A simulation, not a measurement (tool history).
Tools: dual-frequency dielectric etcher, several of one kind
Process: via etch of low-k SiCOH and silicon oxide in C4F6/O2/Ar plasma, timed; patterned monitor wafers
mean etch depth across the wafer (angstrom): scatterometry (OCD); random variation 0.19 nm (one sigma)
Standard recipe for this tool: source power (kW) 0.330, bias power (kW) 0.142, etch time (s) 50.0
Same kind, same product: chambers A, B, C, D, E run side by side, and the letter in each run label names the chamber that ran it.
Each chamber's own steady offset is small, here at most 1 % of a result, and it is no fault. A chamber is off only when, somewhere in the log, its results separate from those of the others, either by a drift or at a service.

run	hour	source power (kW)	bias power (kW)	etch time (s)	read-back reference wafer on the same gauge, depth_nm	mean etch depth across the wafer (angstrom)
1C	3.8	0.330	0.142	50.0	126.93	1136.10
2B	9.4	0.330	0.142	50.0	127.03	1125.90
3A	15.7	0.330	0.142	50.0	126.93	1124.70
4D	21.7	0.330	0.142	50.0	126.95	1123.40
5E	28.2	0.330	0.142	50.0	126.89	1115.10
6C	35.7	0.330	0.142	50.0	126.88	1131.60
7D	44.3	0.330	0.142	50.0	126.86	1122.20
8E	52.1	0.270	0.142	50.0	126.82	1034.20
9A	58.3	0.270	0.142	50.0	126.79	1035.40
10B	62.3	0.270	0.142	50.0	126.75	1037.90
11C	66.3	0.270	0.142	50.0	126.79	1042.70
12B	70.8	0.270	0.142	50.0	126.73	1035.30
13E	74.9	0.290	0.142	50.0	126.73	1058.00
14D	83.2	0.290	0.142	50.0	126.70	1068.00
15A	88.9	0.290	0.142	50.0	126.68	1064.10
16C	93.0	0.290	0.142	50.0	126.69	1073.90
17D	101.5	0.290	0.142	50.0	126.71	1064.60
18A	105.4	0.330	0.142	50.0	126.63	1122.10
19E	110.0	0.330	0.142	50.0	126.58	1112.70
20B	116.7	0.410	0.142	50.0	126.57	1222.00
21B	120.6	0.410	0.142	50.0	126.57	1220.10
22A	124.6	0.410	0.142	50.0	126.62	1219.30
23D	128.9	0.410	0.142	50.0	126.54	1222.80
24E	134.8	0.410	0.142	50.0	126.53	1209.40
25C	140.0	0.300	0.142	50.0	126.48	1086.60
26D	147.0	0.300	0.142	50.0	126.49	1079.60
27E	153.0	0.300	0.142	50.0	126.39	1071.30
28A	161.3	0.300	0.142	50.0	126.42	1080.30
29C	169.3	0.300	0.142	50.0	126.41	1082.70
30B	176.2	0.330	0.142	41.5	126.36	931.64
31E	184.0	0.330	0.142	41.5	126.34	923.44
32A	190.8	0.330	0.142	41.5	126.39	928.89
33B	197.6	0.330	0.142	41.5	126.24	931.23
34D	203.9	0.330	0.142	41.5	126.33	925.96
35C	212.5	0.330	0.142	50.0	126.26	1128.60
36E	217.7	0.330	0.142	50.0	126.28	1110.70
37D	226.6	0.330	0.142	50.0	126.14	1119.20
38A	234.9	0.330	0.142	50.0	126.19	1114.90
39C	242.4	0.330	0.142	50.0	126.14	1124.60
40B	250.3	0.330	0.142	50.0	126.12	1116.90

All 5 chambers run these settings next. Forecast each chamber's results:
41A	256.7	0.330	0.142	50.0		?
41B	256.7	0.330	0.142	50.0		?
41C	256.7	0.330	0.142	50.0		?
41D	256.7	0.330	0.142	50.0		?
41E	256.7	0.330	0.142	50.0		?

run	mean etch depth across the wafer (angstrom)
41A	1114.70
41B	1118.60
41C	1122.00
41D	1116.90
41E	1108.50
